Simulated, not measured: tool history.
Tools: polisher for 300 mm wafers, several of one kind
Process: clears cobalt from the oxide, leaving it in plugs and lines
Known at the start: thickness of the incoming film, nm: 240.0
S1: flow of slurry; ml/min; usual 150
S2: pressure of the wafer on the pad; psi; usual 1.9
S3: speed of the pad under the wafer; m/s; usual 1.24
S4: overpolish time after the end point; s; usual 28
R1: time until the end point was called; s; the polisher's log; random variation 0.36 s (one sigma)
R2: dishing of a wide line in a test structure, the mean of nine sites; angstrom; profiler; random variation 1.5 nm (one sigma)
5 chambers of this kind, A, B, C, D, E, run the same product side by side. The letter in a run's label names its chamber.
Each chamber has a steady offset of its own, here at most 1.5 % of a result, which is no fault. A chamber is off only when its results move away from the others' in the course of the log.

run 1B hour=3.3 | S1=150 S2=1.9 S3=1.24 S4=28 | R1=40.180 R2=597.56
run 2E hour=6.8 | S1=150 S2=1.9 S3=1.24 S4=28 | R1=40.196 R2=628.11
-- hour=9.4 chamber A: worn pad replaced by a new one
run 3A hour=10.8 | S1=150 S2=1.9 S3=1.24 S4=28 | R1=39.669 R2=607.75
run 4C hour=16.9 | S1=150 S2=1.9 S3=1.24 S4=28 | R1=40.494 R2=607.40
-- hour=17.5 chamber D: worn pad replaced by a new one
-- hour=22.6 chamber E: worn pad replaced by a new one
run 5D hour=23.3 | S1=150 S2=1.9 S3=1.24 S4=28 | R1=40.201 R2=625.96
run 6C hour=29.8 | S1=150 S2=1.9 S3=1.24 S4=28 | R1=40.480 R2=596.59
run 7B hour=36.3 | S1=150 S2=1.9 S3=1.24 S4=28 | R1=40.028 R2=624.59
run 8E hour=42.9 | S1=150 S2=1.9 S3=1.24 S4=28 | R1=40.130 R2=619.20
run 9A hour=46.6 | S1=150 S2=1.9 S3=1.24 S4=28 | R1=40.182 R2=625.91
run 10D hour=50.1 | S1=150 S2=1.9 S3=1.24 S4=28 | R1=39.922 R2=623.09
run 11C hour=56.9 | S1=150 S2=1.9 S3=1.24 S4=28 | R1=40.712 R2=600.33
-- hour=58.7 chamber D: worn pad replaced by a new one
run 12E hour=63.6 | S1=150 S2=1.9 S3=1.24 S4=28 | R1=39.835 R2=618.69
-- hour=63.9 chamber C: worn pad replaced by a new one
-- hour=66.5 chamber B: worn pad replaced by a new one
run 13D hour=69.3 | S1=150 S2=1.9 S3=1.24 S4=28 | R1=39.625 R2=651.15
run 14A hour=75.0 | S1=125 S2=1.9 S3=1.02 S4=28 | R1=50.853 R2=579.87
-- hour=77.4 chamber A: head pressure recalibrated
run 15B hour=80.9 | S1=125 S2=1.9 S3=1.02 S4=28 | R1=49.777 R2=612.80
run 16E hour=87.5 | S1=125 S2=1.9 S3=1.02 S4=28 | R1=50.350 R2=579.13
-- hour=92.2 chamber A: worn pad replaced by a new one
run 17B hour=92.2 | S1=125 S2=1.9 S3=1.02 S4=28 | R1=50.713 R2=597.15
run 18D hour=99.8 | S1=125 S2=1.9 S3=1.02 S4=28 | R1=50.169 R2=599.89
-- hour=103.7 chamber B: head pressure recalibrated
-- hour=105.2 chamber E: worn pad replaced by a new one
run 19C hour=105.3 | S1=200 S2=1.9 S3=1.24 S4=28 | R1=39.011 R2=629.21
-- hour=106.9 chamber D: worn pad replaced by a new one
run 20A hour=112.2 | S1=200 S2=1.9 S3=1.24 S4=28 | R1=38.364 R2=614.39
run 21D hour=116.7 | S1=200 S2=1.9 S3=1.24 S4=28 | R1=38.150 R2=628.64
run 22C hour=121.5 | S1=200 S2=1.9 S3=1.24 S4=28 | R1=39.084 R2=632.74
-- hour=122.7 chamber C: worn pad replaced by a new one
run 23E hour=127.4 | S1=200 S2=1.9 S3=1.24 S4=28 | R1=38.273 R2=613.48
run 24B hour=131.1 | S1=120 S2=1.9 S3=1.24 S4=44 | R1=46.161 R2=643.26
run 25A hour=137.4 | S1=120 S2=1.9 S3=1.24 S4=44 | R1=42.082 R2=671.19
run 26A hour=141.2 | S1=120 S2=1.9 S3=1.24 S4=44 | R1=42.409 R2=647.98
run 27B hour=147.4 | S1=120 S2=1.9 S3=1.24 S4=44 | R1=46.871 R2=669.17
-- hour=153.2 chamber D: worn pad replaced by a new one
run 28E hour=154.8 | S1=120 S2=1.9 S3=1.24 S4=44 | R1=40.989 R2=682.55
run 29D hour=162.0 | S1=150 S2=1.9 S3=1.24 S4=28 | R1=39.458 R2=611.72
run 30C hour=169.3 | S1=150 S2=1.9 S3=1.24 S4=28 | R1=40.405 R2=647.41
run 31D hour=174.0 | S1=150 S2=1.9 S3=1.24 S4=28 | R1=39.900 R2=627.45
run 32E hour=178.3 | S1=150 S2=1.9 S3=1.24 S4=28 | R1=39.696 R2=645.91

All 5 chambers run these settings next. Forecast each chamber's results:
run 33A hour=183.7 | S1=150 S2=1.9 S3=1.24 S4=28 | R1=? R2=?
run 33B hour=183.7 | S1=150 S2=1.9 S3=1.24 S4=28 | R1=? R2=?
run 33C hour=183.7 | S1=150 S2=1.9 S3=1.24 S4=28 | R1=? R2=?
run 33D hour=183.7 | S1=150 S2=1.9 S3=1.24 S4=28 | R1=? R2=?
run 33E hour=183.7 | S1=150 S2=1.9 S3=1.24 S4=28 | R1=? R2=?

run=33A R1=40.337 R2=604.84
run=33B R1=44.982 R2=612.43
run=33C R1=41.137 R2=590.23
run=33D R1=39.730 R2=621.63
run=33E R1=39.790 R2=625.40
